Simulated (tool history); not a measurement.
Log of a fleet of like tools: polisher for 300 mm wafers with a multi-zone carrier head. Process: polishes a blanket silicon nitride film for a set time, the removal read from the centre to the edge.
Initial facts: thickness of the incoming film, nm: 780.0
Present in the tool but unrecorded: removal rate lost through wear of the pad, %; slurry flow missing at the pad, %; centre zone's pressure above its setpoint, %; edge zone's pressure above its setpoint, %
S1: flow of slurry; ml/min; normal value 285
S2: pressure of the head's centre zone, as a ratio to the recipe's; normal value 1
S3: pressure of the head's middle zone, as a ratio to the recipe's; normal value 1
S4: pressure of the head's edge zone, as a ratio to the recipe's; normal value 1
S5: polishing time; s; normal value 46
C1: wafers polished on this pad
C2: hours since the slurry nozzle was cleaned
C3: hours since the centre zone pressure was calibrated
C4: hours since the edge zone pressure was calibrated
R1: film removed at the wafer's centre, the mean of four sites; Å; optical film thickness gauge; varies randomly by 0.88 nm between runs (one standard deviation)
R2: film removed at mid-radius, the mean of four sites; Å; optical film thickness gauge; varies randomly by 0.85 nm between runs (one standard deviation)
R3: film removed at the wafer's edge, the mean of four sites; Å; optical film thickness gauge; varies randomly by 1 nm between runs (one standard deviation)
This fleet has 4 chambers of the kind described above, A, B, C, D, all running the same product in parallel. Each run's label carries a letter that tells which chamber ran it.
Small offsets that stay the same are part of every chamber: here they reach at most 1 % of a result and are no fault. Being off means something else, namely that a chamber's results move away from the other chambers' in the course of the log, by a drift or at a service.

run	day	S1	S2	S3	S4	S5	C1	C2	C3	C4	R1	R2	R3
# day 0.079: chamber B: worn pad replaced by a new one
1D	0.467	285	1	1	1	46	400	184.7	483.8	429.9	1087.3	1084.4	1074.2
# day 0.771: chamber C: worn pad replaced by a new one
2C	0.9	285	1	1	1	46	30	223.6	296.3	673.5	1075	1090.7	1070.4
3A	1.367	285	1	1	1	46	986	403.5	291.2	330	1070.6	1078.3	1089.2
# day 1.375: chamber D: worn pad replaced by a new one
4B	1.588	285	1	1	1	46	351	207	313.5	589	1101.3	1070.8	1082.2
5A	1.912	285	1	1	1	46	1113	416.6	304.3	343.1	1090.3	1095.8	1090.8
6B	2.379	285	1	1	1	46	535	226	332.5	608	1081.2	1075.8	1075.5
# day 2.554: chamber D: centre zone pressure recalibrated
7D	2.692	285	1	1	1	46	306	238.1	3.3	483.3	1089.5	1087.4	1076.1
# day 2.771: chamber A: worn pad replaced by a new one
8C	3.079	285	1	1	1	46	536	275.9	348.6	725.8	1096.5	1071.1	1086.5
# day 3.233: chamber C: worn pad replaced by a new one
9A	3.388	285	1	1	1	46	144	452	339.7	378.5	1094.1	1065.2	1090.9
10B	3.825	285	1	1	1	46	871	260.7	367.2	642.7	1091	1094.7	1078.5
# day 3.842: chamber D: worn pad replaced by a new one
# day 4.125: chamber B: worn pad replaced by a new one
11D	4.321	285	1	1	1	46	111	277.2	42.4	522.4	1078.4	1068.5	1078
12C	4.7	285	1	1	1	46	341	314.8	387.5	764.7	1090.8	1085.9	1083.3
# day 4.812: chamber C: edge zone pressure recalibrated
13A	5.1	285	1	1.07	1	46	542	493.1	380.8	419.6	1089.2	1146.2	1071.6
14B	5.433	285	1	1.07	1	46	304	299.3	405.8	681.3	1090.8	1151.3	1081.6
# day 5.462: chamber A: slurry nozzle cleaned
15C	5.846	285	1	1.07	1	46	607	342.3	415	24.8	1088.7	1159.1	1057.3
16D	6.179	285	1	1.07	1	46	543	321.8	87	567	1088.1	1156.5	1089
# day 6.458: chamber C: worn pad replaced by a new one
17C	6.521	285	1	1	1	46	14	358.5	431.2	41	1078.9	1073	1070.4
# day 6.525: chamber D: worn pad replaced by a new one
18B	6.938	285	1	1	1	46	654	335.4	441.9	717.4	1111.9	1081.5	1083.4
19D	7.325	345	1	1	1	46	186	349.3	114.5	594.5	1092.2	1103.2	1100.4
20A	7.579	345	1	1	1	46	1118	50.9	440.3	479.1	1106.6	1102.8	1104.7
# day 7.838: chamber C: centre zone pressure recalibrated
# day 7.892: chamber B: worn pad replaced by a new one
21C	7.975	345	1	1	1	46	353	393.4	3.4	75.9	1109.7	1099.5	1096.7
22D	8.358	345	1	1	1	46	426	374.1	139.3	619.3	1090.4	1099	1109.2
# day 8.625: chamber A: worn pad replaced by a new one
23B	8.754	285	1	1	1	46	200	379	485.5	761	1102.4	1085.6	1078
24A	8.992	285	1	1	1	46	86	84.8	474.2	513	1079.9	1083.9	1085.8
# day 9.192: chamber C: worn pad replaced by a new one
25C	9.438	285	1	1	1	46	57	428.5	38.5	111	1094.8	1079.1	1061
# day 9.675: chamber D: worn pad replaced by a new one
# day 9.775: chamber D: slurry nozzle cleaned
26D	9.938	285	1	1	1	46	61	3.9	177.2	657.2	1064.8	1093.9	1086.5
27A	10.329	285	1	1	1	46	397	116.9	506.3	545.1	1082.1	1070.6	1070.8
28B	10.633	285	1	1	1	46	637	424.1	530.6	806.1	1090.6	1086.5	1095.8
29A	10.979	285	1.09	1	1	46	548	132.5	521.9	560.7	1184.5	1074	1062
# day 11.254: chamber A: centre zone pressure recalibrated
# day 11.375: chamber B: slurry nozzle cleaned
30C	11.446	285	1.09	1	1	46	524	476.7	86.7	159.2	1205.6	1086.4	1081.1
31B	11.733	285	1.09	1	1	46	893	8.6	557	832.5	1199.9	1080.7	1086.7
# day 11.833: chamber B: worn pad replaced by a new one
32D	12.079	285	1.09	1	1	46	559	55.3	228.6	708.6	1185.3	1075.7	1091.5
# day 12.192: chamber C: worn pad replaced by a new one
33C	12.375	285	1	1	1	46	43	499	109	181.5	1079.1	1088.8	1073.6
34B	12.6	285	1	1	1	46	178	29.4	577.8	853.3	1100.2	1083.6	1072.6
# day 12.896: chamber D: worn pad replaced by a new one
35D	12.954	285	1	1	1	46	14	76.3	249.6	729.6	1077.4	1094.7	1076.8
36A	13.292	285	1	1	1	37	1085	188	49	616.2	874.27	863.88	864.73
# day 13.646: chamber B: edge zone pressure recalibrated
37D	13.742	285	1	1	1	37	197	95.2	268.5	748.5	863.46	877.92	866.16
38B	13.975	285	1	1	1	37	498	62.4	610.8	7.9	893.25	871.69	866.33
39C	14.229	285	1	1	1	37	474	543.5	153.5	226	883.08	875.67	878.18

All 4 chambers run these settings next. Forecast each chamber's results:
40A	14.592	285	1	1	0.91	46					?	?	?
40B	14.592	285	1	1	0.91	46					?	?	?
40C	14.592	285	1	1	0.91	46					?	?	?
40D	14.592	285	1	1	0.91	46					?	?	?

run	R1	R2	R3
40A	1095.4	1084.5	1038.4
40B	1096.7	1086.3	1028.6
40C	1089.8	1086.2	1032.9
40D	1081.9	1091.1	1037.5
